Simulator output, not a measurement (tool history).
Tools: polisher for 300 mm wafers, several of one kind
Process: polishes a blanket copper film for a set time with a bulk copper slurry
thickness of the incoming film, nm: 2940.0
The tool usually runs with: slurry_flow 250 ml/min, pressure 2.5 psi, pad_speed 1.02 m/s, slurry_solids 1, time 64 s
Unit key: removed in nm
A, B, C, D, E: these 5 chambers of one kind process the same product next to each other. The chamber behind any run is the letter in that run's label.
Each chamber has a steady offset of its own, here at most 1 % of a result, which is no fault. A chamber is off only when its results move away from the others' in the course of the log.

run   hour  slurry_flow  pressure  pad_speed  slurry_solids  time  removed
       0.6  -- chamber B: slurry nozzle cleaned
 1A    5.1          250       2.5       1.02              1    64    526.6
 2C   11.2          250       2.5       1.02              1    64   515.96
      11.6  -- chamber A: worn pad replaced by a new one
      14.4  -- chamber D: slurry nozzle cleaned
        15  -- chamber B: worn pad replaced by a new one
 3B   18.4          250       2.5       1.02              1    64    520.6
      21.3  -- chamber E: slurry nozzle cleaned
 4E   23.4          250       2.5       1.02              1    64   508.26
      26.6  -- chamber E: worn pad replaced by a new one
 5D   28.3          250       2.5       1.02              1    64    522.7
 6E   35.2          250       2.5       1.02              1    64   512.32
      42.5  -- chamber C: slurry nozzle cleaned
 7B   42.6          250       2.5       1.02              1    64   520.53
      49.3  -- chamber C: worn pad replaced by a new one
 8D     50          250       2.5       1.02              1    64   533.15
      56.6  -- chamber D: slurry blender recalibrated
 9C   56.8          250       2.5       1.02              1    64   523.57
      57.6  -- chamber B: head pressure recalibrated
10A   62.3          250       2.5       1.02              1    64    526.6
11C   68.6          300       2.5       1.02              1    64   537.68
12A   74.9          300       2.5       1.02              1    64   533.45
13D     81          300       2.5       1.02              1    64   528.78
      82.2  -- chamber E: slurry blender recalibrated
      83.9  -- chamber C: slurry blender recalibrated
14B   88.6          300       2.5       1.02              1    64   536.35
15E   94.5          300       2.5       1.02              1    64   524.25
16A  100.1          250       2.5       0.86              1    64   431.02
17D  104.5          250       2.5       0.86              1    64   436.95
18C  110.1          250       2.5       0.86              1    64   439.36
     112.8  -- chamber E: worn pad replaced by a new one
19E  117.2          250       2.5       0.86              1    64   439.41
20B  121.7          250       2.5       0.86              1    64   437.77
21A  129.2          250       2.5       1.02              1    64   522.51
     130.4  -- chamber C: worn pad replaced by a new one
22B  135.4          250       2.5       1.02              1    64   519.46
     136.1  -- chamber D: worn pad replaced by a new one
     138.7  -- chamber A: worn pad replaced by a new one
23C  141.9          250       2.5       1.02              1    64   513.86
24E  148.2          250       2.5       1.02              1    64   515.23
     149.8  -- chamber C: head pressure recalibrated
25D  154.4          250       2.5       1.02              1    64   525.21
     155.3  -- chamber A: slurry blender recalibrated
     161.2  -- chamber D: head pressure recalibrated
26E  161.9          250       2.5       1.02              1    64    516.3
     164.9  -- chamber B: worn pad replaced by a new one
27C    168          250       2.5       1.02              1    64   517.34
28A  175.5          250       2.5       1.02              1    64   523.59
29B  179.6          250       2.5       1.02              1    64   525.51
30D  183.7          250       2.5       1.02              1    64   526.38
31E  187.6          250       2.5       1.02              1    64   519.88
32D  192.6          250       1.8       1.02              1    64   373.87
33C  196.6          250       1.8       1.02              1    64   375.23
34A  203.8          250       1.8       1.02              1    64   377.57
     205.6  -- chamber E: worn pad replaced by a new one
35B  207.6          250       1.8       1.02              1    64   377.52
     210.9  -- chamber B: slurry nozzle cleaned
36B  212.4          250       1.8       1.02              1    64    374.2
37E  216.2          250       2.5       1.02              1    64   515.94
       219  -- chamber C: worn pad replaced by a new one
38C  220.2          250       2.5       1.02              1    48   395.65
39D  227.6          250       2.5       1.02              1    48   394.06
40A  235.2          250       2.5       1.02              1    48   388.43
     236.5  -- chamber B: slurry blender recalibrated
41D    241          250       2.5       1.02              1    48   397.81
42B  246.4          250       2.5       1.02              1    48   394.08
43E  251.1          250       2.5       1.02              1    64   520.25

What goes on in this fleet: one chamber off, a drifting gauge, or nothing beyond the chambers' own small offsets? Name the chamber and the cause, if any.

Neither any chamber nor the gauge drifts; the chambers differ only by their own small, steady offsets.

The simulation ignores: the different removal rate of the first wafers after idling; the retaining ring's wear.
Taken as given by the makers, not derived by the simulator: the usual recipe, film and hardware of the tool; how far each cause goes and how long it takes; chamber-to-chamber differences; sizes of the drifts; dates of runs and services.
